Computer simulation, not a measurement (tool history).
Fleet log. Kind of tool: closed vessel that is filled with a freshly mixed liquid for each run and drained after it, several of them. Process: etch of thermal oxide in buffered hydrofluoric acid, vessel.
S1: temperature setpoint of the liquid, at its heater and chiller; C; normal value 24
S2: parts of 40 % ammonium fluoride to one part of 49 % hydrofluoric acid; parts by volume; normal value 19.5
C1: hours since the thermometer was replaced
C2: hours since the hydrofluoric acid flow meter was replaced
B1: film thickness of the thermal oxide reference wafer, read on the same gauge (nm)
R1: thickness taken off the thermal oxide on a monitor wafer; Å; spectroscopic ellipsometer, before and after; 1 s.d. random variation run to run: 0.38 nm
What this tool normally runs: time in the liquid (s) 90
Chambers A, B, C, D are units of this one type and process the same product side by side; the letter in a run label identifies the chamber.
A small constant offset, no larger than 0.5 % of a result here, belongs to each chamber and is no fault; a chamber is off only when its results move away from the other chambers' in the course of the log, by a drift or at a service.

run 1A hour=7.5 | S1=24 S2=19.5 time_in_the_liquid_(s)=90 | C1=666.1 C2=222.2 | B1=129.99 | R1=519.6
run 2D hour=11.8 | S1=24 S2=19.5 time_in_the_liquid_(s)=90 | C1=282.9 C2=386.9 | B1=130 | R1=518.41
run 3B hour=19.4 | S1=24 S2=19.5 time_in_the_liquid_(s)=90 | C1=340.8 C2=1781.3 | B1=129.99 | R1=524.23
run 4C hour=25.4 | S1=24 S2=19.5 time_in_the_liquid_(s)=90 | C1=686.9 C2=431.4 | B1=129.99 | R1=516.46
run 5B hour=32.4 | S1=24 S2=19.5 time_in_the_liquid_(s)=90 | C1=353.8 C2=1794.3 | B1=130 | R1=522.63
run 6C hour=41.8 | S1=24 S2=19.5 time_in_the_liquid_(s)=120 | C1=703.3 C2=447.8 | B1=130 | R1=699.54
run 7D hour=49.3 | S1=24 S2=19.5 time_in_the_liquid_(s)=120 | C1=320.4 C2=424.4 | B1=130 | R1=693.31
run 8A hour=58.2 | S1=24 S2=19.5 time_in_the_liquid_(s)=120 | C1=716.8 C2=272.9 | B1=130.02 | R1=698.94
run 9A hour=64.6 | S1=24 S2=19.5 time_in_the_liquid_(s)=120 | C1=723.2 C2=279.3 | B1=129.99 | R1=697.14
run 10B hour=70.8 | S1=24 S2=19.5 time_in_the_liquid_(s)=90 | C1=392.2 C2=1832.7 | B1=130.01 | R1=517.47
run 11C hour=75.5 | S1=24 S2=19.5 time_in_the_liquid_(s)=90 | C1=737 C2=481.5 | B1=130.01 | R1=518.93
run 12D hour=84.1 | S1=24 S2=19.5 time_in_the_liquid_(s)=90 | C1=355.2 C2=459.2 | B1=130.02 | R1=517.85
run 13A hour=92.2 | S1=24 S2=19.5 time_in_the_liquid_(s)=90 | C1=750.8 C2=306.9 | B1=130 | R1=525.66
run 14C hour=97.3 | S1=24 S2=19.5 time_in_the_liquid_(s)=90 | C1=758.8 C2=503.3 | B1=129.99 | R1=522.03
run 15B hour=107.2 | S1=24 S2=19.5 time_in_the_liquid_(s)=90 | C1=428.6 C2=1869.1 | B1=130 | R1=522.62
run 16D hour=112 | S1=24 S2=19.5 time_in_the_liquid_(s)=90 | C1=383.1 C2=487.1 | B1=130.01 | R1=520.69
run 17C hour=120.9 | S1=24 S2=19.5 time_in_the_liquid_(s)=90 | C1=782.4 C2=526.9 | B1=129.99 | R1=517.69
run 18A hour=128.9 | S1=26.5 S2=19.5 time_in_the_liquid_(s)=125 | C1=787.5 C2=343.6 | B1=129.97 | R1=823.55
run 19B hour=135.1 | S1=26.5 S2=19.5 time_in_the_liquid_(s)=125 | C1=456.5 C2=1897 | B1=130 | R1=837.73
run 20D hour=143.5 | S1=26.5 S2=19.5 time_in_the_liquid_(s)=125 | C1=414.6 C2=518.6 | B1=129.99 | R1=847.58
-- hour=148.6 chamber B: hydrofluoric acid flow meter replaced
run 21C hour=149.2 | S1=26.5 S2=19.5 time_in_the_liquid_(s)=125 | C1=810.7 C2=555.2 | B1=129.98 | R1=832.29
run 22B hour=155.9 | S1=24 S2=19.5 time_in_the_liquid_(s)=90 | C1=477.3 C2=7.4 | B1=130 | R1=520.26
run 23A hour=164.9 | S1=24 S2=19.5 time_in_the_liquid_(s)=90 | C1=823.5 C2=379.6 | B1=130.01 | R1=522.49
run 24D hour=174.4 | S1=24 S2=19.5 time_in_the_liquid_(s)=90 | C1=445.5 C2=549.5 | B1=130 | R1=532.32
run 25D hour=182.3 | S1=28.5 S2=23 time_in_the_liquid_(s)=90 | C1=453.4 C2=557.4 | B1=130.01 | R1=614.69
run 26B hour=188.7 | S1=28.5 S2=23 time_in_the_liquid_(s)=90 | C1=510.1 C2=40.2 | B1=130 | R1=584.05
run 27A hour=198.1 | S1=28.5 S2=23 time_in_the_liquid_(s)=90 | C1=856.7 C2=412.8 | B1=130 | R1=587.32
run 28C hour=205.2 | S1=28.5 S2=23 time_in_the_liquid_(s)=90 | C1=866.7 C2=611.2 | B1=130 | R1=595.52
run 29B hour=211.9 | S1=24 S2=19.5 time_in_the_liquid_(s)=90 | C1=533.3 C2=63.4 | B1=130.02 | R1=520.11
run 30A hour=217.7 | S1=24 S2=19.5 time_in_the_liquid_(s)=90 | C1=876.3 C2=432.4 | B1=130 | R1=520.35
run 31D hour=226.4 | S1=24 S2=19.5 time_in_the_liquid_(s)=90 | C1=497.5 C2=601.5 | B1=129.98 | R1=547.73
run 32C hour=232.9 | S1=24 S2=19.5 time_in_the_liquid_(s)=90 | C1=894.4 C2=638.9 | B1=129.98 | R1=517.44
run 33C hour=242.8 | S1=24 S2=19.5 time_in_the_liquid_(s)=90 | C1=904.3 C2=648.8 | B1=129.99 | R1=519.11
run 34D hour=249.2 | S1=24 S2=19.5 time_in_the_liquid_(s)=90 | C1=520.3 C2=624.3 | B1=130.01 | R1=567.12
run 35B hour=253.6 | S1=24 S2=19.5 time_in_the_liquid_(s)=90 | C1=575 C2=105.1 | B1=130 | R1=518.59

For the next run the whole fleet of 4 chambers uses the same settings. Give each chamber's results:
run 36A hour=260.8 | S1=24 S2=19.5 time_in_the_liquid_(s)=110 | R1=?
run 36B hour=260.8 | S1=24 S2=19.5 time_in_the_liquid_(s)=110 | R1=?
run 36C hour=260.8 | S1=24 S2=19.5 time_in_the_liquid_(s)=110 | R1=?
run 36D hour=260.8 | S1=24 S2=19.5 time_in_the_liquid_(s)=110 | R1=?

run=36A R1=632.53
run=36B R1=633.73
run=36C R1=643.65
run=36D R1=695.79
